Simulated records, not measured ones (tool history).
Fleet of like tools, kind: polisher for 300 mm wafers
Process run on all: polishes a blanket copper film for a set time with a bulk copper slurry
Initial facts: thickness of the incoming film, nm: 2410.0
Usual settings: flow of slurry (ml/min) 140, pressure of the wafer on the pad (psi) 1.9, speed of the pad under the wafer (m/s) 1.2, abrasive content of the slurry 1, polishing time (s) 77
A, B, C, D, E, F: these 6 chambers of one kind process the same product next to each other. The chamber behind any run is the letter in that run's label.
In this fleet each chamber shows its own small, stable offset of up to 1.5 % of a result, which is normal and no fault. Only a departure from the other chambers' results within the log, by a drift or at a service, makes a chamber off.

| run | hour | flow of slurry (ml/min) | pressure of the wafer on the pad (psi) | speed of the pad under the wafer (m/s) | abrasive content of the slurry | polishing time (s) | film removed (nm) |
|---|---|---|---|---|---|---|---|
|  | 2.1 | chamber D: worn pad replaced by a new one |
|  | 6.6 | chamber F: worn pad replaced by a new one |
| 1B | 7.1 | 140 | 1.9 | 1.2 | 1 | 77 | 597.57 |
|  | 7.3 | chamber B: worn pad replaced by a new one |
|  | 12.4 | chamber D: slurry blender recalibrated |
| 2F | 16 | 140 | 1.9 | 1.2 | 1 | 77 | 594.92 |
|  | 21 | chamber A: slurry blender recalibrated |
|  | 27.5 | chamber C: worn pad replaced by a new one |
| 3A | 27.5 | 140 | 1.9 | 1.2 | 1 | 77 | 588.01 |
| 4E | 34.9 | 140 | 1.9 | 1.2 | 1 | 77 | 602.55 |
| 5C | 44.6 | 140 | 1.9 | 1.2 | 1 | 77 | 592.91 |
|  | 47.7 | chamber E: worn pad replaced by a new one |
|  | 51.9 | chamber A: worn pad replaced by a new one |
| 6D | 58.3 | 140 | 1.9 | 1.2 | 1 | 77 | 595.09 |
| 7A | 66.7 | 140 | 1.9 | 1.2 | 1 | 77 | 584.35 |
|  | 78.4 | chamber B: worn pad replaced by a new one |
| 8E | 80.4 | 140 | 1.9 | 1.2 | 1 | 77 | 589.08 |
|  | 84 | chamber F: worn pad replaced by a new one |
|  | 88.2 | chamber B: slurry blender recalibrated |
| 9D | 91.9 | 140 | 1.9 | 1.2 | 1 | 77 | 595.24 |
| 10F | 101.9 | 140 | 1.9 | 1.2 | 1 | 77 | 599.72 |
|  | 107.4 | chamber A: slurry blender recalibrated |
| 11B | 114.3 | 140 | 1.9 | 1.2 | 1 | 77 | 598.03 |
| 12C | 122.3 | 140 | 1.9 | 1.2 | 1 | 77 | 602.04 |
|  | 122.7 | chamber A: worn pad replaced by a new one |
|  | 127.1 | chamber A: slurry nozzle cleaned |
|  | 130.5 | chamber E: slurry blender recalibrated |
| 13B | 134.7 | 140 | 1.9 | 1.2 | 1 | 77 | 599.53 |
|  | 141.5 | chamber B: head pressure recalibrated |
| 14D | 142.4 | 140 | 1.9 | 1.2 | 1 | 77 | 591.87 |
| 15F | 152.6 | 140 | 1.9 | 1.2 | 1 | 77 | 605.06 |
|  | 154 | chamber B: slurry nozzle cleaned |
|  | 155.5 | chamber B: worn pad replaced by a new one |
|  | 164.1 | chamber D: slurry blender recalibrated |
| 16A | 168 | 140 | 1.9 | 1.2 | 1 | 77 | 590.36 |
|  | 170.3 | chamber F: worn pad replaced by a new one |
|  | 171.8 | chamber E: slurry nozzle cleaned |
|  | 173.9 | chamber D: worn pad replaced by a new one |
|  | 176.3 | chamber C: worn pad replaced by a new one |
| 17E | 182.6 | 140 | 1.9 | 1.2 | 1 | 77 | 595.14 |
|  | 194 | chamber A: slurry blender recalibrated |
| 18C | 197.2 | 140 | 1.9 | 1.2 | 1 | 77 | 585.6 |
|  | 199 | chamber E: worn pad replaced by a new one |
| 19A | 207.8 | 140 | 1.9 | 1.2 | 1 | 77 | 599.06 |
|  | 209.1 | chamber A: worn pad replaced by a new one |
|  | 213.6 | chamber F: slurry blender recalibrated |
| 20F | 218.4 | 140 | 1.9 | 1.2 | 1 | 77 | 590.88 |
| 21C | 228.3 | 140 | 1.9 | 1.2 | 1 | 77 | 591.31 |
|  | 241.4 | chamber B: worn pad replaced by a new one |
| 22D | 244 | 140 | 1.9 | 1.2 | 1 | 77 | 592.06 |
|  | 249.2 | chamber F: head pressure recalibrated |
| 23B | 256.7 | 140 | 1.4 | 1.2 | 1.2 | 77 | 448.78 |
|  | 259 | chamber F: worn pad replaced by a new one |
| 24E | 267.9 | 140 | 1.4 | 1.2 | 1.2 | 77 | 459.51 |
| 25B | 279.4 | 140 | 1.4 | 1.2 | 1.2 | 77 | 455.57 |
|  | 285.9 | chamber A: worn pad replaced by a new one |
| 26E | 290.6 | 140 | 1.4 | 1.2 | 1.2 | 77 | 454.53 |
|  | 294.1 | chamber D: slurry blender recalibrated |
| 27A | 299.5 | 140 | 1.4 | 1.2 | 1.2 | 77 | 450.36 |
|  | 300.9 | chamber A: slurry blender recalibrated |
| 28F | 306.6 | 140 | 1.4 | 1.2 | 1.2 | 77 | 485.36 |
| 29D | 317.7 | 140 | 1.9 | 1.2 | 1 | 77 | 591.08 |
|  | 320 | chamber F: slurry nozzle cleaned |
|  | 321 | chamber E: worn pad replaced by a new one |
|  | 323.7 | chamber B: worn pad replaced by a new one |
| 30C | 333.4 | 140 | 1.9 | 1.2 | 1 | 77 | 584.29 |
|  | 336.2 | chamber F: worn pad replaced by a new one |
|  | 339.4 | chamber D: worn pad replaced by a new one |
|  | 345.8 | chamber C: worn pad replaced by a new one |
| 31C | 347.2 | 140 | 1.9 | 1.2 | 1 | 77 | 590.35 |
|  | 357.6 | chamber A: worn pad replaced by a new one |
| 32D | 360.8 | 140 | 1.9 | 1.2 | 0.85 | 77 | 566.07 |
|  | 367.7 | chamber B: slurry blender recalibrated |
| 33E | 372.2 | 140 | 1.9 | 1.2 | 0.85 | 77 | 568.8 |
| 34F | 380.3 | 140 | 1.9 | 1.2 | 0.85 | 77 | 602.23 |
| 35B | 387.2 | 140 | 1.9 | 1.2 | 0.85 | 77 | 578.59 |
| 36A | 394.5 | 140 | 1.9 | 1.2 | 0.85 | 77 | 573.1 |

Read the log: is a single chamber off, either drifting away or since a service, is the gauge that measures every chamber drifting, or is nothing wrong beyond small per-chamber offsets? Name any odd chamber and what most likely caused it.

A service left chamber F off against the others.
Most likely cause: head's pressure above its setpoint, % = 5.44.

Below are 4 candidate recipes for chamber F's next run, each the usual settings with a change, their results shown as question marks. Which of them brings F's results back in line with what the other chambers give on the usual settings?
In line means no further than this from the other chambers' mean on the usual settings: film removed (nm) 17
| 37F-1 | 405.9 | 115 | 1.9 | 1.2 | 0.85 | 77 | ? |
| 37F-2 | 405.9 | 140 | 1.9 | 1.2 | 1 | 76 | ? |
| 37F-3 | 405.9 | 140 | 1.9 | 1.28 | 1 | 77 | ? |
| 37F-4 | 405.9 | 140 | 1.9 | 1.22 | 1 | 77 | ? |

What the other chambers average on the usual settings: film removed (nm) 590.97
| run | film removed (nm) |
|---|---|
| 37F-1 | 590.27 |
| 37F-2 | 627.73 |
| 37F-3 | 677.76 |
| 37F-4 | 646.43 |
The right change is 37F-1: it brings the chamber back within the allowed miss of the others.
